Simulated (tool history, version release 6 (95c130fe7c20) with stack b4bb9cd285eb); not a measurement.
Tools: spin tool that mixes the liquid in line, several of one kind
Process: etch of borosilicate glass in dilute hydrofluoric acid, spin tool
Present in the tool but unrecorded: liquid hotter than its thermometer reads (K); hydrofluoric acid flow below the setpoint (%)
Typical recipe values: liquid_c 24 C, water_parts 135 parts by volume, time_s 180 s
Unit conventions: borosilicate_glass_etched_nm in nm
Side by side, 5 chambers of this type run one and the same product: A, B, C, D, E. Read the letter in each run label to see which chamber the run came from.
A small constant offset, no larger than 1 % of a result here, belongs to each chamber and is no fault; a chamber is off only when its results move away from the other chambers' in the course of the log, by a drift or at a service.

| run | day | liquid_c | water_parts | time_s | hours since the thermometer was replaced | hours since the hydrofluoric acid flow meter was replaced | read-back film thickness of the borosilicate glass reference wafer, read on the same gauge (nm) | borosilicate_glass_etched_nm |
|---|---|---|---|---|---|---|---|---|
| 1C | 0.212 | 24 | 135 | 180 | 850.6 | 1698.5 | 120 | 36.977 |
| 2D | 0.367 | 24 | 135 | 180 | 1495.6 | 360.2 | 120.01 | 37.009 |
| 3E | 0.496 | 24 | 135 | 180 | 1439.4 | 107.5 | 119.99 | 36.736 |
| 4B | 0.621 | 24 | 135 | 180 | 495.9 | 581.4 | 120 | 36.973 |
| 5A | 0.758 | 24 | 135 | 180 | 964.1 | 212 | 119.96 | 36.862 |
| 6A | 0.917 | 24 | 135 | 180 | 967.9 | 215.8 | 120 | 36.74 |
| 7B | 1.125 | 24 | 135 | 180 | 508 | 593.5 | 120.03 | 37.005 |
| 8E | 1.279 | 24 | 135 | 180 | 1458.2 | 126.3 | 120.01 | 36.72 |
|  | 1.312 | chamber A: thermometer replaced |
| 9C | 1.383 | 24 | 135 | 180 | 878.7 | 1726.6 | 119.99 | 36.747 |
| 10D | 1.588 | 24 | 135 | 180 | 1524.9 | 389.5 | 120.01 | 37.031 |
| 11D | 1.788 | 24 | 135 | 180 | 1529.7 | 394.3 | 120 | 36.929 |
|  | 1.938 | chamber E: thermometer replaced |
| 12E | 1.996 | 24 | 135 | 180 | 1.5 | 143.5 | 120 | 36.798 |
| 13A | 2.188 | 24 | 135 | 180 | 21.1 | 246.3 | 119.97 | 36.878 |
| 14C | 2.333 | 24 | 135 | 180 | 901.5 | 1749.4 | 120.01 | 36.689 |
| 15B | 2.458 | 24 | 135 | 90 | 540 | 625.5 | 120 | 18.47 |
| 16D | 2.596 | 24 | 135 | 90 | 1549.1 | 413.7 | 120 | 18.666 |
| 17C | 2.738 | 24 | 135 | 90 | 911.2 | 1759.1 | 119.98 | 18.32 |
| 18A | 2.954 | 24 | 135 | 90 | 39.5 | 264.7 | 120.02 | 18.485 |
| 19B | 3.092 | 24 | 135 | 90 | 555.2 | 640.7 | 119.97 | 18.495 |
| 20E | 3.258 | 24 | 135 | 180 | 31.8 | 173.8 | 120 | 36.67 |
| 21C | 3.471 | 24 | 135 | 180 | 928.8 | 1776.7 | 120 | 36.641 |
| 22D | 3.692 | 24 | 135 | 180 | 1575.4 | 440 | 119.99 | 37.077 |
|  | 3.808 | chamber D: thermometer replaced |
| 23A | 3.85 | 24 | 135 | 180 | 61 | 286.2 | 120 | 36.856 |
| 24B | 3.954 | 24 | 135 | 180 | 575.9 | 661.4 | 119.99 | 36.936 |
| 25E | 4.075 | 24 | 135 | 180 | 51.4 | 193.4 | 119.99 | 36.409 |
| 26B | 4.271 | 24 | 135 | 180 | 583.5 | 669 | 120.01 | 37.116 |
| 27A | 4.4 | 24 | 135 | 180 | 74.2 | 299.4 | 119.97 | 36.778 |
| 28E | 4.604 | 24 | 135 | 180 | 64.1 | 206.1 | 120 | 36.576 |
| 29D | 4.733 | 24 | 135 | 180 | 22.2 | 465 | 119.99 | 37.114 |
| 30C | 4.875 | 24 | 135 | 180 | 962.5 | 1810.4 | 119.99 | 36.691 |
| 31D | 5.012 | 24 | 135 | 180 | 28.9 | 471.7 | 120.01 | 36.96 |
| 32C | 5.121 | 24 | 135 | 180 | 968.4 | 1816.3 | 119.98 | 36.784 |
| 33B | 5.254 | 24 | 135 | 180 | 607.1 | 692.6 | 120 | 36.846 |
| 34A | 5.4 | 24 | 135 | 180 | 98.2 | 323.4 | 120 | 36.958 |
| 35E | 5.6 | 24 | 135 | 180 | 88 | 230 | 120.02 | 36.505 |
| 36A | 5.792 | 24 | 135 | 280 | 107.6 | 332.8 | 120 | 57.168 |

Does one chamber stand apart from the rest, does the shared gauge drift, or is all well apart from small per-chamber offsets? Give the chamber and the most likely cause, where there is one.

Beyond each chamber's small constant offset nothing stands out, and the gauge stays steady.

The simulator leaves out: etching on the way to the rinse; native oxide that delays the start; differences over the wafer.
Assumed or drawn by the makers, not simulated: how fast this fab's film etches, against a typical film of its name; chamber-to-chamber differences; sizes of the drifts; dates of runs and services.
